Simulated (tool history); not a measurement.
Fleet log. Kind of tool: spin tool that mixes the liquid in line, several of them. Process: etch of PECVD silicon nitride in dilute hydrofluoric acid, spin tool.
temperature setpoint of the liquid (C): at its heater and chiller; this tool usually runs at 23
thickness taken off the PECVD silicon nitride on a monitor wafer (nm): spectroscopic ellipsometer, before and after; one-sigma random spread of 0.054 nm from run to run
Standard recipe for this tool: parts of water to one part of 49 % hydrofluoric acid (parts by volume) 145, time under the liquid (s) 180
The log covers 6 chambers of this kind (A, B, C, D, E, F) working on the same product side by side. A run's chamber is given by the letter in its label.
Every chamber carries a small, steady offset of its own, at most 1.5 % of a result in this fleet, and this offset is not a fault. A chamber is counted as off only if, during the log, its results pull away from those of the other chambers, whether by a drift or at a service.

run	day	temperature setpoint of the liquid (C)	parts of water to one part of 49 % hydrofluoric acid (parts by volume)	time under the liquid (s)	hours since the thermometer was replaced	hours since the hydrofluoric acid flow meter was replaced	read-back film thickness of the PECVD silicon nitride reference wafer, read on the same gauge (nm)	thickness taken off the PECVD silicon nitride on a monitor wafer (nm)
1D	0.192	23	145	180	293.4	479.8	120.02	6.6763
2F	0.492	23	145	180	1597.2	1025.7	120.01	6.7533
3A	0.638	23	145	180	1872.2	1226.4	120	6.5246
4E	0.85	23	145	180	1539.6	1088.8	119.99	6.5298
5B	1.117	23	145	180	851.4	741.9	120	6.6551
6C	1.254	23	145	180	190.6	64.4	119.98	6.5917
# day 1.521: chamber E: hydrofluoric acid flow meter replaced
7E	1.554	23	145	180	1556.5	0.9	120.02	6.5304
8A	1.775	23	145	180	1899.5	1253.7	120	6.5796
9C	2.062	23	145	180	210	83.8	120.01	6.6479
10B	2.312	23	145	180	880.1	770.6	119.99	6.5923
11D	2.6	23	145	180	351.2	537.6	119.99	6.7501
12F	2.775	23	145	180	1652	1080.5	120.01	6.7406
13A	3.075	23	145	180	1930.7	1284.9	120	6.6179
14C	3.362	23	145	180	241.2	115	120.02	6.6833
15E	3.562	23	145	180	1604.7	49.1	119.99	6.4832
16D	3.762	19.5	115	180	379.1	565.5	119.98	6.7274
17B	3.971	19.5	115	180	919.9	810.4	119.97	6.5514
18F	4.258	19.5	115	180	1687.6	1116.1	119.98	6.64
19C	4.454	19.5	115	180	267.4	141.2	119.98	6.6474
20D	4.629	19.5	115	180	399.9	586.3	119.98	6.659
21A	4.908	19.5	115	180	1974.7	1328.9	119.99	6.5478
22E	5.179	23	145	180	1643.5	87.9	119.99	6.5239
23F	5.438	23	145	180	1715.9	1144.4	120.01	6.7474
24B	5.588	23	145	180	958.7	849.2	120.01	6.5888
25D	5.8	23	145	180	428	614.4	120.02	6.7401
26E	5.942	23	145	180	1661.8	106.2	120	6.5896
27C	6.071	21	145	180	306.2	180	120.01	6.0547
28B	6.238	21	145	180	974.3	864.8	119.98	5.7556
29A	6.433	21	145	180	2011.3	1365.5	120.02	5.7913
30F	6.642	21	145	180	1744.8	1173.3	119.97	5.8845
31C	6.842	21	145	180	324.7	198.5	120.02	6.1815
32A	7.096	21	145	180	2027.2	1381.4	120.01	5.8444
33F	7.233	23	145	180	1759	1187.5	120.04	6.7055
34E	7.412	23	145	180	1697.1	141.5	119.99	6.5182
35D	7.658	23	145	180	472.6	659	120.03	6.7038
36B	7.946	23	145	180	1015.3	905.8	119.99	6.6031
# day 7.962: chamber B: thermometer replaced
37C	8.162	23	145	180	356.4	230.2	119.98	7.2207
38D	8.433	23	145	180	491.2	677.6	119.99	6.7063
39B	8.608	23	145	180	15.6	921.7	119.99	6.5343
40E	8.879	23	145	180	1732.3	176.7	119.98	6.5576
41F	9.183	23	145	180	1805.8	1234.3	120.01	6.7477
42A	9.362	23	145	180	2081.6	1435.8	119.96	6.584

Which is it: a chamber that has drifted or been left off by a service, a gauge drift common to all chambers, or only each chamber's usual small offset? If a chamber is off, name it and its likeliest cause.

It is chamber C that slowly wanders off from its peers.
Most likely cause: liquid hotter than its thermometer reads (K) = 1.58.
It could be hard to tell apart here from: hydrofluoric acid flow above the setpoint (%).

Chamber C could run next with any of the 4 candidate recipes listed below; each alters the usual settings, and their results appear as question marks. Which one brings its results back in line with what the other chambers deliver on the usual settings?
Counts as in line when no further than this from what the other chambers average on the usual settings: thickness taken off the PECVD silicon nitride on a monitor wafer (nm) 0.19
43C-1	9.583	23	145	190				?
43C-2	9.583	23	145	170				?
43C-3	9.583	22.5	155	180				?
43C-4	9.583	24.5	145	180				?

Average result of the remaining chambers running the usual settings: thickness taken off the PECVD silicon nitride on a monitor wafer (nm) 6.6285
run	thickness taken off the PECVD silicon nitride on a monitor wafer (nm)
43C-1	7.7901
43C-2	6.9701
43C-3	6.6866
43C-4	8.1328
Change 43C-3 lands the chamber within the allowed miss of the other chambers.
